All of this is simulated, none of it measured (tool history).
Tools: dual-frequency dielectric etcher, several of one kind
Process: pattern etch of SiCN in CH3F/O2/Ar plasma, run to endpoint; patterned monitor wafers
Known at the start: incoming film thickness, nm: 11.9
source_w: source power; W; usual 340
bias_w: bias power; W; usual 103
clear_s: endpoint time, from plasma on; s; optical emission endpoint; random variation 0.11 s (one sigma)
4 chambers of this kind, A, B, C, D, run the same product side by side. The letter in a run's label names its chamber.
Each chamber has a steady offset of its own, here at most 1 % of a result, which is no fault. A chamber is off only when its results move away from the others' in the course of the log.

run	hour	source_w	bias_w	clear_s
1C	10.7	340	103	29.388
2D	22.3	340	103	29.589
3A	32.3	340	103	29.271
4B	44.1	340	103	29.146
5B	51.8	340	103	29.428
6C	58.3	340	103	29.296
# hour 61.7: chamber B: wet clean of the chamber
7A	70	340	103	29.16
8D	80.4	340	103	29.444
9B	94.3	340	103	29.411
10D	103.2	340	103	29.493
11C	113.2	340	103	29.12
12A	121.8	340	103	29.392
13A	135.8	340	103	29.541
14B	149.6	340	103	29.464
15C	158.3	340	103	29.158
16D	166.4	340	103	29.641
17C	179.4	340	103	28.925
18B	188.3	340	103	29.273
19A	196.3	340	103	29.312
20D	207.2	340	94	30.468
21C	217.9	340	94	29.789
22A	226.4	340	94	30.46
23D	233.7	340	94	30.737
24B	244.7	340	103	29.51
25C	258.8	300	122	28.24
26B	270.7	300	122	28.842
# hour 272.7: chamber B: bias power generator calibrated
# hour 273.3: chamber D: wet clean of the chamber
27A	277.1	300	122	29.027
28D	288.5	300	122	28.933
29C	296.3	340	103	28.529
30D	309.3	340	103	29.608
31B	319.9	270	116	30.477

All 4 chambers run these settings next. Forecast each chamber's results:
32A	330.4	340	84	?
32B	330.4	340	84	?
32C	330.4	340	84	?
32D	330.4	340	84	?

run	clear_s
32A	31.592
32B	31.614
32C	30.922
32D	32.076
